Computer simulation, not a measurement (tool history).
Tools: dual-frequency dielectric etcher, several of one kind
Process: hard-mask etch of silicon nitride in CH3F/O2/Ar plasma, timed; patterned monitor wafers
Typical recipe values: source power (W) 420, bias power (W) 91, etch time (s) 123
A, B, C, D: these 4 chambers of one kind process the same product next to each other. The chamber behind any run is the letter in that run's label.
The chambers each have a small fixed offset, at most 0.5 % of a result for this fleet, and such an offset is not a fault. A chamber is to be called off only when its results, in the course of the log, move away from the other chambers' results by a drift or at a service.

run	hour	source power (W)	bias power (W)	etch time (s)	read-back reference wafer on the same gauge, depth_nm	mean etch depth across the wafer (nm)
1A	8.9	420	91	123	110.38	94.529
2C	21.9	420	91	123	110.40	95.003
3B	29.1	420	91	123	110.37	95.549
4D	42.2	420	91	123	110.41	95.658
# hour 46.0: chamber A: wet clean of the chamber
5A	54.8	420	91	123	110.29	95.209
6C	69.5	420	91	123	110.43	94.683
7D	77.3	420	91	123	110.29	96.379
8B	91.2	330	91	147	110.34	103.980
9C	104.3	330	91	147	110.31	103.440
10B	115.6	330	91	147	110.26	103.880
11A	129.5	330	91	147	110.43	104.750
12D	141.3	420	91	123	110.32	95.769
13A	151.2	380	91	99	110.33	73.813
14D	162.6	380	91	99	110.38	74.027
15C	178.1	380	91	99	110.37	73.759
16B	193.1	380	91	99	110.38	73.445
# hour 193.5: chamber B: wet clean of the chamber
# hour 200.4: chamber D: source power generator calibrated
17C	200.8	420	91	123	110.40	95.663
18B	210.2	420	91	123	110.42	95.075
19D	218.8	420	91	123	110.51	95.084
20A	229.4	420	91	123	110.29	95.262
21D	239.1	420	91	123	110.35	94.347
22A	254.2	420	91	123	110.41	95.394
23C	267.8	420	76	123	110.37	89.059
# hour 275.9: chamber C: wet clean of the chamber
24B	281.2	420	76	123	110.24	89.460
25D	292.8	420	76	123	110.37	88.370
26A	301.3	420	76	123	110.47	90.326
27C	309.6	420	91	123	110.54	94.874
28B	325.1	420	91	123	110.36	95.703
29A	338.0	420	91	123	110.42	94.663
# hour 344.1: chamber B: source power generator calibrated
30B	352.8	420	91	123	110.36	95.631
31C	360.1	490	91	123	110.41	100.790
# hour 374.4: chamber C: bias power generator calibrated
32D	374.6	490	91	123	110.42	97.744
33C	387.7	490	91	123	110.33	100.620
34A	395.3	490	91	123	110.35	100.130
35D	410.4	420	91	123	110.39	92.071
36B	426.0	420	91	123	110.38	94.933
37A	435.1	420	91	123	110.34	94.398
# hour 439.4: chamber A: wet clean of the chamber
38C	444.0	420	91	123	110.37	95.235
39B	456.0	420	91	123	110.33	95.191
40D	470.0	420	91	123	110.33	90.902
41A	485.4	420	91	123	110.45	94.624
42D	498.2	420	91	123	110.44	91.180
43C	509.7	420	91	94	110.32	72.156

For the next run the whole fleet of 4 chambers uses the same settings. Give each chamber's results:
44A	521.1	420	91	123		?
44B	521.1	420	91	123		?
44C	521.1	420	91	123		?
44D	521.1	420	91	123		?

run	mean etch depth across the wafer (nm)
44A	94.918
44B	94.835
44C	94.544
44D	90.415

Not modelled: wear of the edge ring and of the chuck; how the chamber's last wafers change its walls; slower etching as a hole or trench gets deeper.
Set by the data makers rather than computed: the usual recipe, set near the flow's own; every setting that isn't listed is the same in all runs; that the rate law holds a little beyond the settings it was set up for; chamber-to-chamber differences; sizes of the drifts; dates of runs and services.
